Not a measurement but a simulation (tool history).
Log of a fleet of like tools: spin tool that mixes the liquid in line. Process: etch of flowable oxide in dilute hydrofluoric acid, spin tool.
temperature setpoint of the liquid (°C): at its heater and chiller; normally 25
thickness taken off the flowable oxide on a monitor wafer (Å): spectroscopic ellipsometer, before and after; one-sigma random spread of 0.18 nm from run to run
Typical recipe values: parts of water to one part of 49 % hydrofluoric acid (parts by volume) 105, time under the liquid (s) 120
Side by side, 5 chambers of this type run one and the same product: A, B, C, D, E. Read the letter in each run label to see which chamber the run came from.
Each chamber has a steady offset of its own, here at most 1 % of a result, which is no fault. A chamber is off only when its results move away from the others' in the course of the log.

| run | hour | temperature setpoint of the liquid (°C) | parts of water to one part of 49 % hydrofluoric acid (parts by volume) | time under the liquid (s) | hours since the thermometer was replaced | hours since the hydrofluoric acid flow meter was replaced | read-back film thickness of the flowable oxide reference wafer, read on the same gauge (nm) | thickness taken off the flowable oxide on a monitor wafer (Å) |
|---|---|---|---|---|---|---|---|---|
| 1C | 4.8 | 25 | 105 | 120 | 1159.0 | 611.3 | 110.03 | 330.18 |
| 2A | 10.8 | 25 | 105 | 120 | 1122.3 | 950.3 | 109.99 | 330.94 |
| 3E | 18.4 | 25 | 105 | 120 | 1810.0 | 1441.9 | 110.00 | 327.23 |
| 4D | 24.4 | 25 | 105 | 120 | 352.6 | 89.1 | 110.02 | 326.52 |
| 5B | 29.2 | 25 | 105 | 120 | 1044.3 | 419.6 | 110.01 | 332.25 |
| 6A | 37.4 | 25 | 140 | 155 | 1148.9 | 976.9 | 109.98 | 305.89 |
| 7E | 42.1 | 25 | 140 | 155 | 1833.7 | 1465.6 | 109.99 | 303.59 |
| 8D | 47.4 | 25 | 140 | 155 | 375.6 | 112.1 | 109.99 | 306.29 |
| 9B | 53.1 | 25 | 140 | 155 | 1068.2 | 443.5 | 110.01 | 307.45 |
| 10C | 57.2 | 25 | 140 | 155 | 1211.4 | 663.7 | 109.99 | 304.40 |
| 11B | 64.1 | 25 | 105 | 120 | 1079.2 | 454.5 | 110.02 | 328.97 |
| 12C | 67.8 | 25 | 105 | 120 | 1222.0 | 674.3 | 110.01 | 332.12 |
| 13E | 72.1 | 25 | 105 | 120 | 1863.7 | 1495.6 | 110.03 | 328.63 |
| 14D | 78.7 | 25 | 105 | 120 | 406.9 | 143.4 | 109.98 | 328.68 |
| 15A | 85.1 | 25 | 105 | 120 | 1196.6 | 1024.6 | 110.05 | 331.73 |
| 16B | 93.2 | 25 | 105 | 120 | 1108.3 | 483.6 | 109.99 | 330.85 |
| 17C | 98.0 | 25 | 105 | 120 | 1252.2 | 704.5 | 109.97 | 330.82 |
| 18D | 102.8 | 25 | 105 | 120 | 431.0 | 167.5 | 110.03 | 329.76 |
| 19A | 109.4 | 25 | 105 | 120 | 1220.9 | 1048.9 | 110.02 | 330.70 |
| 20E | 116.7 | 25 | 105 | 120 | 1908.3 | 1540.2 | 109.99 | 321.64 |
| 21B | 122.5 | 25 | 105 | 120 | 1137.6 | 512.9 | 110.03 | 327.59 |
| 22E | 129.0 | 25 | 105 | 155 | 1920.6 | 1552.5 | 109.97 | 415.82 |
| 23C | 135.9 | 25 | 105 | 155 | 1290.1 | 742.4 | 110.00 | 426.65 |
| 24D | 144.1 | 25 | 105 | 155 | 472.3 | 208.8 | 109.98 | 424.43 |
| 25A | 149.2 | 25 | 105 | 155 | 1260.7 | 1088.7 | 109.98 | 423.93 |
| 26D | 155.2 | 25 | 105 | 155 | 483.4 | 219.9 | 110.03 | 426.09 |
| 27A | 160.9 | 25 | 105 | 120 | 1272.4 | 1100.4 | 110.00 | 331.69 |
| 28B | 167.9 | 25 | 105 | 120 | 1183.0 | 558.3 | 110.02 | 329.23 |
| 29E | 176.0 | 25 | 105 | 120 | 1967.6 | 1599.5 | 109.95 | 315.49 |
| 30C | 183.4 | 25 | 105 | 120 | 1337.6 | 789.9 | 110.01 | 328.67 |
| 31B | 189.6 | 25 | 105 | 120 | 1204.7 | 580.0 | 110.01 | 329.86 |
| 32C | 194.9 | 25 | 105 | 120 | 1349.1 | 801.4 | 110.03 | 330.08 |
| 33A | 202.2 | 29 | 105 | 120 | 1313.7 | 1141.7 | 109.98 | 382.61 |
| 34D | 206.6 | 29 | 105 | 120 | 534.8 | 271.3 | 110.03 | 387.45 |
| 35E | 211.9 | 29 | 105 | 120 | 2003.5 | 1635.4 | 110.00 | 364.00 |

Next, every chamber runs the same settings. What will each give?
| 36A | 217.8 | 29 | 105 | 120 |  |  |  | ? |
| 36B | 217.8 | 29 | 105 | 120 |  |  |  | ? |
| 36C | 217.8 | 29 | 105 | 120 |  |  |  | ? |
| 36D | 217.8 | 29 | 105 | 120 |  |  |  | ? |
| 36E | 217.8 | 29 | 105 | 120 |  |  |  | ? |

| run | thickness taken off the flowable oxide on a monitor wafer (Å) |
|---|---|
| 36A | 379.48 |
| 36B | 384.92 |
| 36C | 387.87 |
| 36D | 383.51 |
| 36E | 367.70 |
